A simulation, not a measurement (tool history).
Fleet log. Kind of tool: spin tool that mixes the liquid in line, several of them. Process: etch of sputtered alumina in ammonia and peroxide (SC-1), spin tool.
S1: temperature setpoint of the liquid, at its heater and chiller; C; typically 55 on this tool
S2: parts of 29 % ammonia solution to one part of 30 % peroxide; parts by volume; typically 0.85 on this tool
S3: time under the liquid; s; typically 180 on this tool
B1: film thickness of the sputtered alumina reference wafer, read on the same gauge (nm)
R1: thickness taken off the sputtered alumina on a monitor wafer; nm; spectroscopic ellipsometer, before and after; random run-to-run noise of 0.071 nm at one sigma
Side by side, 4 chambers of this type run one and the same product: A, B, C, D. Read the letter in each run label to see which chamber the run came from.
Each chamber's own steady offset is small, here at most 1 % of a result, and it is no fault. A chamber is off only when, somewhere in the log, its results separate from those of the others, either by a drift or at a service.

| run | hour | S1 | S2 | S3 | B1 | R1 |
|---|---|---|---|---|---|---|
| 1C | 4 | 55 | 0.85 | 180 | 129.97 | 10.798 |
| 2B | 10.7 | 55 | 0.85 | 180 | 130.01 | 10.779 |
| 3D | 17.5 | 55 | 0.85 | 180 | 130.02 | 10.919 |
| 4A | 22.8 | 55 | 0.85 | 180 | 129.97 | 10.587 |
| 5A | 27.2 | 55 | 0.85 | 180 | 129.98 | 10.625 |
| 6B | 31.7 | 55 | 0.85 | 180 | 130 | 10.626 |
| 7D | 36 | 55 | 0.85 | 180 | 130.01 | 10.854 |
| 8C | 43.9 | 55 | 0.85 | 180 | 130 | 10.894 |
| 9D | 49.8 | 55 | 0.85 | 180 | 130.03 | 10.675 |
| 10A | 56.5 | 55 | 0.85 | 180 | 129.98 | 10.611 |
| 11C | 64.3 | 55 | 0.85 | 180 | 129.98 | 10.815 |
| 12B | 70.4 | 55 | 0.85 | 180 | 130 | 10.689 |
| 13A | 77.1 | 55 | 0.85 | 180 | 130.01 | 10.583 |
| 14D | 85.2 | 55 | 0.85 | 180 | 130.02 | 10.598 |
|  | 89.6 | chamber C: new drum of ammonia solution connected |
| 15C | 92.6 | 55 | 0.85 | 180 | 130.01 | 10.718 |
| 16B | 99.7 | 55 | 0.85 | 180 | 129.99 | 10.626 |
|  | 101.8 | chamber A: new drum of ammonia solution connected |
| 17C | 103.3 | 55 | 0.85 | 180 | 130.01 | 10.799 |
| 18D | 109.1 | 47 | 0.85 | 125 | 130 | 4.8888 |
| 19B | 112.7 | 47 | 0.85 | 125 | 129.99 | 4.7776 |
| 20A | 116.4 | 47 | 0.85 | 125 | 129.99 | 4.7593 |
| 21D | 121.8 | 47 | 0.85 | 125 | 130 | 4.841 |
| 22A | 127.6 | 55 | 1.1 | 180 | 129.98 | 10.915 |
| 23B | 134.2 | 55 | 1.1 | 180 | 129.97 | 10.978 |
| 24C | 138.1 | 55 | 1.1 | 180 | 130.01 | 11.084 |
|  | 141.8 | chamber B: new drum of ammonia solution connected |
| 25A | 146.4 | 55 | 1.1 | 180 | 130 | 10.935 |
| 26D | 152.2 | 55 | 0.85 | 180 | 129.98 | 10.864 |
| 27B | 160.1 | 59 | 1.15 | 180 | 129.98 | 13.593 |
| 28C | 164.2 | 59 | 1.15 | 180 | 129.98 | 13.659 |
| 29B | 172 | 59 | 1.15 | 180 | 130.03 | 13.319 |
| 30A | 177.8 | 59 | 1.15 | 180 | 130.01 | 13.621 |
|  | 180.9 | chamber D: new drum of ammonia solution connected |
| 31C | 182.2 | 55 | 0.85 | 180 | 129.99 | 10.654 |
| 32D | 187.6 | 58.5 | 0.85 | 180 | 130.01 | 12.99 |
| 33A | 194.7 | 58.5 | 0.85 | 180 | 130 | 12.809 |
| 34B | 200.7 | 58.5 | 0.85 | 180 | 130.01 | 12.775 |
| 35D | 207.5 | 58.5 | 0.85 | 180 | 130.02 | 12.989 |
| 36C | 213 | 55 | 0.85 | 180 | 130.01 | 10.745 |
| 37A | 219.2 | 55 | 0.85 | 180 | 130.01 | 10.645 |
| 38D | 225.6 | 55 | 0.85 | 180 | 129.98 | 10.638 |
| 39C | 233 | 55 | 0.85 | 180 | 129.98 | 10.769 |
| 40B | 236.9 | 60 | 0.5 | 180 | 130 | 13.094 |
| 41C | 244.6 | 60 | 0.5 | 180 | 130 | 13.411 |

What goes on in this fleet: one chamber off, a drifting gauge, or nothing beyond the chambers' own small offsets? Name the chamber and the cause, if any.

All chambers stay in line apart from their small fixed offsets, and the gauge does not drift.
